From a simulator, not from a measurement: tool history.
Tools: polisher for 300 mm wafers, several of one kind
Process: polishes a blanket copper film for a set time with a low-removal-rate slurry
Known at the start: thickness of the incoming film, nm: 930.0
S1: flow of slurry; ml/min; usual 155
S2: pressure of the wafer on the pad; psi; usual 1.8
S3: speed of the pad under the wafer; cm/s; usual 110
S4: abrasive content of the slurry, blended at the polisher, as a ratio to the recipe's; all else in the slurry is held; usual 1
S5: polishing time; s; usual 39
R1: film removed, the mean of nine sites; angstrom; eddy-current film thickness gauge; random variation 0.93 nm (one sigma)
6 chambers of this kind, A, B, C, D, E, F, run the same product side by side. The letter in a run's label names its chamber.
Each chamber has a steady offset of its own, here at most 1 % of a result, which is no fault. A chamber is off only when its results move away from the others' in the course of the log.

| run | hour | S1 | S2 | S3 | S4 | S5 | R1 |
|---|---|---|---|---|---|---|---|
| 1C | 3.6 | 155 | 1.8 | 110 | 1 | 39 | 720.77 |
| 2B | 7.9 | 155 | 1.8 | 110 | 1 | 39 | 704.96 |
| 3E | 10.9 | 155 | 1.8 | 110 | 1 | 39 | 725.4 |
| 4F | 14.8 | 155 | 1.8 | 110 | 1 | 39 | 722.77 |
| 5D | 19.6 | 100 | 1.8 | 110 | 1.15 | 39 | 678.06 |
| 6A | 22.5 | 100 | 1.8 | 110 | 1.15 | 39 | 667.38 |
|  | 26.4 | chamber F: worn pad replaced by a new one |
| 7D | 27.2 | 100 | 1.8 | 110 | 1.15 | 39 | 683.66 |
| 8F | 30.5 | 100 | 1.8 | 110 | 1.15 | 39 | 683.36 |
| 9A | 34.2 | 100 | 1.8 | 110 | 1.15 | 39 | 671.09 |
|  | 35 | chamber B: slurry nozzle cleaned |
|  | 35.2 | chamber C: slurry blender recalibrated |
|  | 35.5 | chamber D: slurry blender recalibrated |
| 10E | 39.6 | 100 | 1.8 | 110 | 1.15 | 39 | 670.32 |
| 11C | 43.7 | 155 | 1.8 | 110 | 1 | 39 | 718.16 |
|  | 44.7 | chamber C: worn pad replaced by a new one |
|  | 45.7 | chamber B: worn pad replaced by a new one |
| 12B | 48.3 | 155 | 1.8 | 110 | 1 | 39 | 729.39 |
| 13A | 50.7 | 155 | 1.8 | 110 | 1 | 39 | 725.72 |
| 14D | 55.7 | 155 | 1.8 | 110 | 1 | 39 | 720.75 |
| 15F | 58.8 | 155 | 1.8 | 110 | 1 | 39 | 728.63 |
| 16B | 61.3 | 155 | 1.8 | 110 | 1 | 39 | 722.53 |
| 17C | 64.9 | 155 | 1.8 | 110 | 1 | 39 | 733.75 |
| 18E | 67.7 | 155 | 1.8 | 110 | 1 | 39 | 714.66 |
|  | 68.7 | chamber E: worn pad replaced by a new one |
| 19A | 73 | 155 | 1.8 | 110 | 1 | 39 | 707.08 |
| 20B | 75.4 | 155 | 1.8 | 110 | 1.1 | 47 | 869.42 |
| 21D | 78.1 | 155 | 1.8 | 110 | 1.1 | 47 | 880.33 |
| 22F | 81.1 | 155 | 1.8 | 110 | 1.1 | 47 | 887.53 |
| 23E | 86.7 | 155 | 1.8 | 110 | 1.1 | 47 | 879.78 |
| 24C | 89.6 | 155 | 1.8 | 110 | 1.1 | 47 | 894.72 |
| 25F | 94.8 | 155 | 1.8 | 110 | 1.1 | 47 | 905.27 |
| 26B | 97.6 | 155 | 1.8 | 110 | 1 | 39 | 731.46 |
|  | 101.9 | chamber F: worn pad replaced by a new one |
| 27E | 102.7 | 155 | 1.8 | 110 | 1 | 39 | 695.37 |
|  | 105.9 | chamber D: worn pad replaced by a new one |
| 28A | 106.9 | 155 | 1.8 | 110 | 1 | 39 | 708.17 |
| 29C | 110.4 | 155 | 1.8 | 110 | 1 | 39 | 710.1 |
| 30D | 113.5 | 155 | 1.8 | 110 | 1 | 39 | 723.73 |
| 31F | 116.5 | 155 | 1.8 | 110 | 1 | 39 | 723.49 |
| 32E | 120.4 | 155 | 1.8 | 110 | 1 | 39 | 693.37 |
| 33A | 123.1 | 155 | 1.8 | 110 | 1 | 39 | 716.55 |
|  | 123.8 | chamber B: worn pad replaced by a new one |
| 34D | 127.3 | 190 | 1.8 | 110 | 1 | 39 | 750.61 |
|  | 128.7 | chamber A: worn pad replaced by a new one |
| 35B | 130 | 190 | 1.8 | 110 | 1 | 39 | 744.32 |
| 36C | 133.7 | 190 | 1.8 | 110 | 1 | 39 | 726.89 |
| 37C | 139 | 190 | 1.8 | 110 | 1 | 39 | 732.05 |
| 38E | 142.6 | 190 | 1.8 | 110 | 1 | 39 | 702.86 |
| 39F | 147.8 | 190 | 1.8 | 110 | 1 | 39 | 746.01 |
| 40B | 153 | 155 | 1.8 | 110 | 1 | 39 | 725.58 |
| 41D | 156.2 | 155 | 1.8 | 110 | 1 | 39 | 731.94 |
| 42A | 159.7 | 155 | 1.8 | 110 | 1 | 39 | 720.28 |
| 43B | 165 | 155 | 1.8 | 110 | 1 | 39 | 727.31 |
| 44F | 167.5 | 155 | 1.5 | 78 | 1 | 39 | 433.63 |

Next, every chamber runs the same settings. What will each give?
| 45A | 171.5 | 155 | 1.8 | 110 | 1 | 39 | ? |
| 45B | 171.5 | 155 | 1.8 | 110 | 1 | 39 | ? |
| 45C | 171.5 | 155 | 1.8 | 110 | 1 | 39 | ? |
| 45D | 171.5 | 155 | 1.8 | 110 | 1 | 39 | ? |
| 45E | 171.5 | 155 | 1.8 | 110 | 1 | 39 | ? |
| 45F | 171.5 | 155 | 1.8 | 110 | 1 | 39 | ? |

| run | R1 |
|---|---|
| 45A | 719.88 |
| 45B | 714.52 |
| 45C | 733.86 |
| 45D | 726.65 |
| 45E | 643.91 |
| 45F | 730.75 |

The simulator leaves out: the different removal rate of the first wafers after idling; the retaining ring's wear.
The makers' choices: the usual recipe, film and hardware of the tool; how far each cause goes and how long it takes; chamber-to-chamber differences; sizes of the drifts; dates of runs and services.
